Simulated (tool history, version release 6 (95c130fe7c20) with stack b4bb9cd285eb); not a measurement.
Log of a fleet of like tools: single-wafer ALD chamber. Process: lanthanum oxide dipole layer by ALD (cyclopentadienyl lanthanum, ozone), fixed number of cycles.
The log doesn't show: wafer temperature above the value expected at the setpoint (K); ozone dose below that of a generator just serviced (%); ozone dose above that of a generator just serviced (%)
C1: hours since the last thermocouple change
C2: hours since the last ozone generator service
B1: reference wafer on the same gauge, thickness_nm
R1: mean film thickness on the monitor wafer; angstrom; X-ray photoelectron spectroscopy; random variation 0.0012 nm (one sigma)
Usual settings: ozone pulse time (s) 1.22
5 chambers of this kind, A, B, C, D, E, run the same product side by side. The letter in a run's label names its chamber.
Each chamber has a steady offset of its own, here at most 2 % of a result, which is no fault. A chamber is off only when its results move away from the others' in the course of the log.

{"run": "1A", "day": 0.408, "ozone pulse time (s)": 1.22, "C1": 1439.6, "C2": 173.0, "B1": 0.43809, "R1": 5.2649}
{"run": "2C", "day": 0.946, "ozone pulse time (s)": 1.22, "C1": 1284.7, "C2": 77.4, "B1": 0.43802, "R1": 5.243}
{"run": "3B", "day": 1.579, "ozone pulse time (s)": 1.22, "C1": 747.0, "C2": 359.1, "B1": 0.4381, "R1": 5.3749}
{"run": "4E", "day": 1.962, "ozone pulse time (s)": 1.22, "C1": 446.5, "C2": 674.7, "B1": 0.43786, "R1": 5.2546}
{"run": "5D", "day": 2.3, "ozone pulse time (s)": 1.22, "C1": 1592.9, "C2": 833.0, "B1": 0.43785, "R1": 5.267}
{"run": "6A", "day": 2.892, "ozone pulse time (s)": 1.22, "C1": 1499.2, "C2": 232.6, "B1": 0.43806, "R1": 5.2466}
{"run": "7D", "day": 3.308, "ozone pulse time (s)": 1.22, "C1": 1617.1, "C2": 857.2, "B1": 0.43804, "R1": 5.2736}
{"run": "8E", "day": 3.675, "ozone pulse time (s)": 1.22, "C1": 487.6, "C2": 715.8, "B1": 0.43825, "R1": 5.2456}
{"run": "9B", "day": 4.288, "ozone pulse time (s)": 1.22, "C1": 812.0, "C2": 424.1, "B1": 0.43809, "R1": 5.3789}
{"run": "10C", "day": 4.958, "ozone pulse time (s)": 1.22, "C1": 1381.0, "C2": 173.7, "B1": 0.43786, "R1": 5.2406}
{"run": "11C", "day": 5.35, "ozone pulse time (s)": 1.22, "C1": 1390.4, "C2": 183.1, "B1": 0.43809, "R1": 5.2542}
{"run": "12E", "day": 5.696, "ozone pulse time (s)": 1.22, "C1": 536.1, "C2": 764.3, "B1": 0.43807, "R1": 5.235}
{"run": "13D", "day": 6.371, "ozone pulse time (s)": 1.22, "C1": 1690.6, "C2": 930.7, "B1": 0.43794, "R1": 5.2658}
{"run": "14B", "day": 7.012, "ozone pulse time (s)": 1.22, "C1": 877.4, "C2": 489.5, "B1": 0.43788, "R1": 5.3651}
{"run": "15A", "day": 7.317, "ozone pulse time (s)": 1.22, "C1": 1605.4, "C2": 338.8, "B1": 0.43805, "R1": 5.2263}
{"day": 7.504, "done": "chamber D: ozone generator serviced"}
{"run": "16C", "day": 7.779, "ozone pulse time (s)": 1.22, "C1": 1448.7, "C2": 241.4, "B1": 0.43796, "R1": 5.2145}
{"day": 7.838, "done": "chamber A: thermocouple changed; heater temperature recalibrated"}
{"run": "17B", "day": 8.221, "ozone pulse time (s)": 1.22, "C1": 906.4, "C2": 518.5, "B1": 0.43805, "R1": 5.3964}
{"run": "18E", "day": 8.575, "ozone pulse time (s)": 1.22, "C1": 605.2, "C2": 833.4, "B1": 0.43801, "R1": 5.2141}
{"run": "19D", "day": 9.15, "ozone pulse time (s)": 1.22, "C1": 1757.3, "C2": 39.5, "B1": 0.43764, "R1": 5.2866}
{"run": "20A", "day": 9.629, "ozone pulse time (s)": 1.22, "C1": 43.0, "C2": 394.3, "B1": 0.43809, "R1": 5.2443}
{"run": "21B", "day": 9.921, "ozone pulse time (s)": 0.76, "C1": 947.2, "C2": 559.3, "B1": 0.43798, "R1": 4.5805}
{"run": "22D", "day": 10.279, "ozone pulse time (s)": 0.76, "C1": 1784.4, "C2": 66.6, "B1": 0.43787, "R1": 4.5285}
{"run": "23A", "day": 10.933, "ozone pulse time (s)": 0.76, "C1": 74.3, "C2": 425.6, "B1": 0.43789, "R1": 4.4843}
{"run": "24E", "day": 11.229, "ozone pulse time (s)": 0.76, "C1": 668.9, "C2": 897.1, "B1": 0.43797, "R1": 4.3819}
{"run": "25C", "day": 11.738, "ozone pulse time (s)": 0.76, "C1": 1543.7, "C2": 336.4, "B1": 0.43813, "R1": 4.4761}
{"run": "26C", "day": 12.321, "ozone pulse time (s)": 1.04, "C1": 1557.7, "C2": 350.4, "B1": 0.43829, "R1": 5.017}
{"run": "27E", "day": 12.746, "ozone pulse time (s)": 1.04, "C1": 705.3, "C2": 933.5, "B1": 0.4378, "R1": 4.9279}
{"run": "28B", "day": 13.188, "ozone pulse time (s)": 1.04, "C1": 1025.6, "C2": 637.7, "B1": 0.43768, "R1": 5.1553}
{"run": "29A", "day": 13.821, "ozone pulse time (s)": 1.04, "C1": 143.6, "C2": 494.9, "B1": 0.43798, "R1": 5.044}
{"run": "30D", "day": 14.271, "ozone pulse time (s)": 1.04, "C1": 1880.2, "C2": 162.4, "B1": 0.438, "R1": 5.0636}
{"run": "31D", "day": 14.754, "ozone pulse time (s)": 1.22, "C1": 1891.8, "C2": 174.0, "B1": 0.43779, "R1": 5.2485}
{"run": "32B", "day": 15.288, "ozone pulse time (s)": 0.97, "C1": 1076.0, "C2": 688.1, "B1": 0.43804, "R1": 5.0429}

Next, every chamber runs the same settings. What will each give?
{"run": "33A", "day": 15.775, "ozone pulse time (s)": 1.22, "R1": "?"}
{"run": "33B", "day": 15.775, "ozone pulse time (s)": 1.22, "R1": "?"}
{"run": "33C", "day": 15.775, "ozone pulse time (s)": 1.22, "R1": "?"}
{"run": "33D", "day": 15.775, "ozone pulse time (s)": 1.22, "R1": "?"}
{"run": "33E", "day": 15.775, "ozone pulse time (s)": 1.22, "R1": "?"}

run=33A R1=5.2557
run=33B R1=5.3986
run=33C R1=5.2345
run=33D R1=5.2663
run=33E R1=5.1281
